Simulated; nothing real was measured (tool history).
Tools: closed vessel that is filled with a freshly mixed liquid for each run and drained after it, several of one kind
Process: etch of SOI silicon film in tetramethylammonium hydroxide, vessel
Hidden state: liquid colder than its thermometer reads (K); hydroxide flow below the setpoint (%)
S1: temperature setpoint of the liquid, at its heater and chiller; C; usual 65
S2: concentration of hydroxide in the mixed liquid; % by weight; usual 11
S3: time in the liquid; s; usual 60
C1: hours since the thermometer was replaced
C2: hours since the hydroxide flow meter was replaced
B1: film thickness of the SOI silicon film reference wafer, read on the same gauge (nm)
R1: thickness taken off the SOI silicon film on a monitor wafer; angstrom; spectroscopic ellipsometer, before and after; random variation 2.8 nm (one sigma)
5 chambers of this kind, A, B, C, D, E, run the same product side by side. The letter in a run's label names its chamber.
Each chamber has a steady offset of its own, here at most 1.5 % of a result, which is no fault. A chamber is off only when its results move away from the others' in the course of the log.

{"run": "1A", "hour": 2.7, "S1": 65, "S2": 11, "S3": 60, "C1": 1048.1, "C2": 126.3, "B1": 89.99, "R1": 3010.7}
{"run": "2D", "hour": 7.0, "S1": 65, "S2": 11, "S3": 60, "C1": 1401.1, "C2": 307.7, "B1": 90.031, "R1": 3027.2}
{"run": "3C", "hour": 11.9, "S1": 65, "S2": 11, "S3": 60, "C1": 291.5, "C2": 1999.3, "B1": 89.984, "R1": 2949.7}
{"run": "4B", "hour": 16.4, "S1": 65, "S2": 11, "S3": 60, "C1": 202.7, "C2": 114.1, "B1": 89.984, "R1": 3002.4}
{"run": "5E", "hour": 19.1, "S1": 65, "S2": 11, "S3": 60, "C1": 581.1, "C2": 1219.6, "B1": 89.973, "R1": 3039.7}
{"run": "6A", "hour": 22.3, "S1": 65, "S2": 11, "S3": 60, "C1": 1067.7, "C2": 145.9, "B1": 90.052, "R1": 3046.6}
{"run": "7D", "hour": 25.8, "S1": 65, "S2": 11, "S3": 60, "C1": 1419.9, "C2": 326.5, "B1": 89.994, "R1": 3014.7}
{"run": "8C", "hour": 30.4, "S1": 65, "S2": 11, "S3": 60, "C1": 310, "C2": 2017.8, "B1": 89.994, "R1": 2995}
{"run": "9B", "hour": 34.8, "S1": 65, "S2": 13.5, "S3": 35, "C1": 221.1, "C2": 132.5, "B1": 90.005, "R1": 1620.6}
{"run": "10E", "hour": 38.7, "S1": 65, "S2": 13.5, "S3": 35, "C1": 600.7, "C2": 1239.2, "B1": 89.986, "R1": 1624.4}
{"run": "11B", "hour": 42.7, "S1": 65, "S2": 13.5, "S3": 35, "C1": 229, "C2": 140.4, "B1": 90.023, "R1": 1620.9}
{"run": "12D", "hour": 46.6, "S1": 65, "S2": 13.5, "S3": 35, "C1": 1440.7, "C2": 347.3, "B1": 89.984, "R1": 1643.5}
{"run": "13A", "hour": 49.1, "S1": 65, "S2": 13.5, "S3": 35, "C1": 1094.5, "C2": 172.7, "B1": 90.003, "R1": 1649.2}
{"run": "14C", "hour": 54.3, "S1": 65, "S2": 11, "S3": 60, "C1": 333.9, "C2": 2041.7, "B1": 90.002, "R1": 3010.6}
{"run": "15E", "hour": 57.1, "S1": 65, "S2": 11, "S3": 60, "C1": 619.1, "C2": 1257.6, "B1": 89.976, "R1": 3030.3}
{"run": "16B", "hour": 61.9, "S1": 65, "S2": 13.5, "S3": 60, "C1": 248.2, "C2": 159.6, "B1": 90.007, "R1": 2780}
{"run": "17A", "hour": 66.2, "S1": 65, "S2": 13.5, "S3": 60, "C1": 1111.6, "C2": 189.8, "B1": 90.003, "R1": 2802.4}
{"run": "18E", "hour": 71.1, "S1": 65, "S2": 13.5, "S3": 60, "C1": 633.1, "C2": 1271.6, "B1": 89.986, "R1": 2771.9}
{"run": "19D", "hour": 76.1, "S1": 65, "S2": 13.5, "S3": 60, "C1": 1470.2, "C2": 376.8, "B1": 89.973, "R1": 2768.8}
{"run": "20C", "hour": 81.4, "S1": 65, "S2": 13.5, "S3": 60, "C1": 361, "C2": 2068.8, "B1": 90.015, "R1": 2752}
{"run": "21B", "hour": 84.7, "S1": 65, "S2": 11, "S3": 60, "C1": 271, "C2": 182.4, "B1": 89.976, "R1": 2993.2}
{"run": "22E", "hour": 87.4, "S1": 65, "S2": 11, "S3": 60, "C1": 649.4, "C2": 1287.9, "B1": 90.022, "R1": 3030.8}
{"run": "23C", "hour": 91.3, "S1": 65, "S2": 11, "S3": 60, "C1": 370.9, "C2": 2078.7, "B1": 90.008, "R1": 3000.4}
{"run": "24A", "hour": 96.0, "S1": 65, "S2": 11, "S3": 60, "C1": 1141.4, "C2": 219.6, "B1": 89.997, "R1": 3060.4}
{"run": "25D", "hour": 100.9, "S1": 58.5, "S2": 11, "S3": 60, "C1": 1495, "C2": 401.6, "B1": 90.012, "R1": 2043.1}
{"run": "26D", "hour": 103.3, "S1": 58.5, "S2": 11, "S3": 60, "C1": 1497.4, "C2": 404, "B1": 90.017, "R1": 2020.2}
{"run": "27C", "hour": 106.8, "S1": 58.5, "S2": 11, "S3": 60, "C1": 386.4, "C2": 2094.2, "B1": 89.987, "R1": 2017.6}
{"run": "28A", "hour": 110.6, "S1": 58.5, "S2": 11, "S3": 60, "C1": 1156, "C2": 234.2, "B1": 90.02, "R1": 2002.4}
{"run": "29E", "hour": 113.0, "S1": 58.5, "S2": 11, "S3": 60, "C1": 675, "C2": 1313.5, "B1": 90.02, "R1": 2050.4}
{"run": "30B", "hour": 116.4, "S1": 65, "S2": 11, "S3": 60, "C1": 302.7, "C2": 214.1, "B1": 89.968, "R1": 3008.1}

Next, every chamber runs the same settings. What will each give?
{"run": "31A", "hour": 120.2, "S1": 65, "S2": 11, "S3": 30, "R1": "?"}
{"run": "31B", "hour": 120.2, "S1": 65, "S2": 11, "S3": 30, "R1": "?"}
{"run": "31C", "hour": 120.2, "S1": 65, "S2": 11, "S3": 30, "R1": "?"}
{"run": "31D", "hour": 120.2, "S1": 65, "S2": 11, "S3": 30, "R1": "?"}
{"run": "31E", "hour": 120.2, "S1": 65, "S2": 11, "S3": 30, "R1": "?"}

run=31A R1=1527.3
run=31B R1=1489.4
run=31C R1=1481.9
run=31D R1=1524.8
run=31E R1=1535.8

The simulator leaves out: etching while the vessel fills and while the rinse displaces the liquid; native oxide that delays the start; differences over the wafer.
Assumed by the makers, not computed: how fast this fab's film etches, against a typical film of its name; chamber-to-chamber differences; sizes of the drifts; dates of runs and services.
